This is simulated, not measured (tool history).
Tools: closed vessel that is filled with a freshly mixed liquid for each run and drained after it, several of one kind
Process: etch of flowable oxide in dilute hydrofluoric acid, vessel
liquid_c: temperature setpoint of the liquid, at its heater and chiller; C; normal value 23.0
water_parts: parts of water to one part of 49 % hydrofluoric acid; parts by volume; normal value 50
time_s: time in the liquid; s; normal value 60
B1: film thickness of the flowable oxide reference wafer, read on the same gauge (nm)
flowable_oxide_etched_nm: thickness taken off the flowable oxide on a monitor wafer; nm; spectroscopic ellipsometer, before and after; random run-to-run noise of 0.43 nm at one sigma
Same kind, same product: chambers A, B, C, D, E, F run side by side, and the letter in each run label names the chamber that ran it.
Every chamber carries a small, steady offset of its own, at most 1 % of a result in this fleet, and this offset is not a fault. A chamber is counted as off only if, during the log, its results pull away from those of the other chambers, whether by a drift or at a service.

{"run": "1D", "hour": 13.0, "liquid_c": 23.0, "water_parts": 50, "time_s": 60, "B1": 29.996, "flowable_oxide_etched_nm": 44.1}
{"run": "2B", "hour": 22.6, "liquid_c": 23.0, "water_parts": 50, "time_s": 60, "B1": 29.996, "flowable_oxide_etched_nm": 43.286}
{"run": "3E", "hour": 29.9, "liquid_c": 23.0, "water_parts": 50, "time_s": 60, "B1": 30.022, "flowable_oxide_etched_nm": 44.015}
{"run": "4F", "hour": 38.8, "liquid_c": 23.0, "water_parts": 50, "time_s": 60, "B1": 30.02, "flowable_oxide_etched_nm": 44.288}
{"run": "5A", "hour": 52.5, "liquid_c": 23.0, "water_parts": 30, "time_s": 80, "B1": 29.987, "flowable_oxide_etched_nm": 97.536}
{"run": "6C", "hour": 65.6, "liquid_c": 23.0, "water_parts": 30, "time_s": 80, "B1": 29.994, "flowable_oxide_etched_nm": 97.871}
{"run": "7D", "hour": 71.6, "liquid_c": 23.0, "water_parts": 30, "time_s": 80, "B1": 29.979, "flowable_oxide_etched_nm": 101.0}
{"run": "8B", "hour": 83.5, "liquid_c": 23.0, "water_parts": 30, "time_s": 80, "B1": 30.022, "flowable_oxide_etched_nm": 101.63}
{"run": "9E", "hour": 91.8, "liquid_c": 23.0, "water_parts": 30, "time_s": 80, "B1": 29.98, "flowable_oxide_etched_nm": 98.998}
{"run": "10F", "hour": 103.5, "liquid_c": 23.0, "water_parts": 30, "time_s": 80, "B1": 30.004, "flowable_oxide_etched_nm": 99.276}
{"run": "11C", "hour": 109.9, "liquid_c": 23.0, "water_parts": 50, "time_s": 60, "B1": 29.995, "flowable_oxide_etched_nm": 43.904}
{"run": "12A", "hour": 119.5, "liquid_c": 23.0, "water_parts": 50, "time_s": 60, "B1": 29.964, "flowable_oxide_etched_nm": 43.128}
{"hour": 125.9, "done": "chamber B: hydrofluoric acid flow meter replaced"}
{"run": "13D", "hour": 126.1, "liquid_c": 23.0, "water_parts": 50, "time_s": 60, "B1": 30.001, "flowable_oxide_etched_nm": 43.704}
{"hour": 132.8, "done": "chamber C: thermometer replaced"}
{"run": "14A", "hour": 137.8, "liquid_c": 23.0, "water_parts": 50, "time_s": 60, "B1": 30.031, "flowable_oxide_etched_nm": 43.414}
{"run": "15B", "hour": 143.9, "liquid_c": 23.0, "water_parts": 50, "time_s": 60, "B1": 29.98, "flowable_oxide_etched_nm": 42.767}
{"run": "16C", "hour": 153.6, "liquid_c": 23.0, "water_parts": 50, "time_s": 60, "B1": 30.004, "flowable_oxide_etched_nm": 43.863}
{"run": "17F", "hour": 164.1, "liquid_c": 23.0, "water_parts": 50, "time_s": 60, "B1": 30.001, "flowable_oxide_etched_nm": 43.353}
{"run": "18E", "hour": 171.5, "liquid_c": 23.0, "water_parts": 50, "time_s": 60, "B1": 29.992, "flowable_oxide_etched_nm": 43.016}
{"run": "19A", "hour": 177.7, "liquid_c": 23.0, "water_parts": 50, "time_s": 60, "B1": 29.98, "flowable_oxide_etched_nm": 43.243}
{"run": "20D", "hour": 189.9, "liquid_c": 18.5, "water_parts": 50, "time_s": 40, "B1": 30.0, "flowable_oxide_etched_nm": 24.263}
{"hour": 197.9, "done": "chamber A: thermometer replaced"}
{"run": "21E", "hour": 198.4, "liquid_c": 18.5, "water_parts": 50, "time_s": 40, "B1": 30.012, "flowable_oxide_etched_nm": 24.246}
{"run": "22F", "hour": 204.6, "liquid_c": 18.5, "water_parts": 50, "time_s": 40, "B1": 29.957, "flowable_oxide_etched_nm": 23.839}
{"hour": 215.3, "done": "chamber B: thermometer replaced"}
{"run": "23B", "hour": 217.4, "liquid_c": 18.5, "water_parts": 50, "time_s": 40, "B1": 30.03, "flowable_oxide_etched_nm": 23.834}
{"run": "24C", "hour": 225.0, "liquid_c": 18.5, "water_parts": 50, "time_s": 40, "B1": 30.03, "flowable_oxide_etched_nm": 23.929}
{"run": "25A", "hour": 236.5, "liquid_c": 18.5, "water_parts": 50, "time_s": 40, "B1": 30.007, "flowable_oxide_etched_nm": 23.614}
{"hour": 243.3, "done": "chamber F: thermometer replaced"}
{"run": "26E", "hour": 249.1, "liquid_c": 23.0, "water_parts": 50, "time_s": 60, "B1": 30.026, "flowable_oxide_etched_nm": 43.218}
{"run": "27D", "hour": 259.2, "liquid_c": 23.0, "water_parts": 50, "time_s": 60, "B1": 29.985, "flowable_oxide_etched_nm": 43.91}
{"run": "28F", "hour": 270.1, "liquid_c": 23.0, "water_parts": 50, "time_s": 60, "B1": 30.008, "flowable_oxide_etched_nm": 44.001}
{"run": "29C", "hour": 277.9, "liquid_c": 23.0, "water_parts": 50, "time_s": 60, "B1": 30.002, "flowable_oxide_etched_nm": 43.17}
{"run": "30B", "hour": 290.6, "liquid_c": 23.0, "water_parts": 50, "time_s": 60, "B1": 30.002, "flowable_oxide_etched_nm": 43.531}
{"run": "31B", "hour": 298.9, "liquid_c": 23.0, "water_parts": 50, "time_s": 60, "B1": 30.013, "flowable_oxide_etched_nm": 43.936}
{"run": "32C", "hour": 308.9, "liquid_c": 23.0, "water_parts": 50, "time_s": 60, "B1": 29.999, "flowable_oxide_etched_nm": 44.024}
{"run": "33D", "hour": 318.5, "liquid_c": 23.0, "water_parts": 50, "time_s": 60, "B1": 29.962, "flowable_oxide_etched_nm": 42.824}
{"run": "34E", "hour": 328.0, "liquid_c": 23.0, "water_parts": 50, "time_s": 60, "B1": 29.996, "flowable_oxide_etched_nm": 43.261}
{"run": "35F", "hour": 338.5, "liquid_c": 23.0, "water_parts": 50, "time_s": 60, "B1": 30.024, "flowable_oxide_etched_nm": 44.248}
{"run": "36A", "hour": 351.4, "liquid_c": 23.0, "water_parts": 50, "time_s": 60, "B1": 30.015, "flowable_oxide_etched_nm": 43.577}
{"run": "37E", "hour": 357.9, "liquid_c": 23.0, "water_parts": 50, "time_s": 60, "B1": 29.999, "flowable_oxide_etched_nm": 43.822}
{"run": "38D", "hour": 367.1, "liquid_c": 23.0, "water_parts": 50, "time_s": 60, "B1": 29.994, "flowable_oxide_etched_nm": 43.807}
{"hour": 375.4, "done": "chamber A: hydrofluoric acid flow meter replaced"}
{"run": "39B", "hour": 379.1, "liquid_c": 23.0, "water_parts": 50, "time_s": 60, "B1": 29.995, "flowable_oxide_etched_nm": 43.512}
{"run": "40A", "hour": 392.6, "liquid_c": 23.0, "water_parts": 50, "time_s": 60, "B1": 29.978, "flowable_oxide_etched_nm": 43.787}
{"run": "41C", "hour": 405.9, "liquid_c": 26.0, "water_parts": 70, "time_s": 60, "B1": 30.012, "flowable_oxide_etched_nm": 34.278}

All chambers now run identical settings, listed one chamber a line with results as question marks. What results will each chamber show?
{"run": "42A", "hour": 415.8, "liquid_c": 23.0, "water_parts": 65, "time_s": 60, "flowable_oxide_etched_nm": "?"}
{"run": "42B", "hour": 415.8, "liquid_c": 23.0, "water_parts": 65, "time_s": 60, "flowable_oxide_etched_nm": "?"}
{"run": "42C", "hour": 415.8, "liquid_c": 23.0, "water_parts": 65, "time_s": 60, "flowable_oxide_etched_nm": "?"}
{"run": "42D", "hour": 415.8, "liquid_c": 23.0, "water_parts": 65, "time_s": 60, "flowable_oxide_etched_nm": "?"}
{"run": "42E", "hour": 415.8, "liquid_c": 23.0, "water_parts": 65, "time_s": 60, "flowable_oxide_etched_nm": "?"}
{"run": "42F", "hour": 415.8, "liquid_c": 23.0, "water_parts": 65, "time_s": 60, "flowable_oxide_etched_nm": "?"}

run=42A flowable_oxide_etched_nm=32.768
run=42B flowable_oxide_etched_nm=32.753
run=42C flowable_oxide_etched_nm=32.603
run=42D flowable_oxide_etched_nm=33.010
run=42E flowable_oxide_etched_nm=32.320
run=42F flowable_oxide_etched_nm=32.558
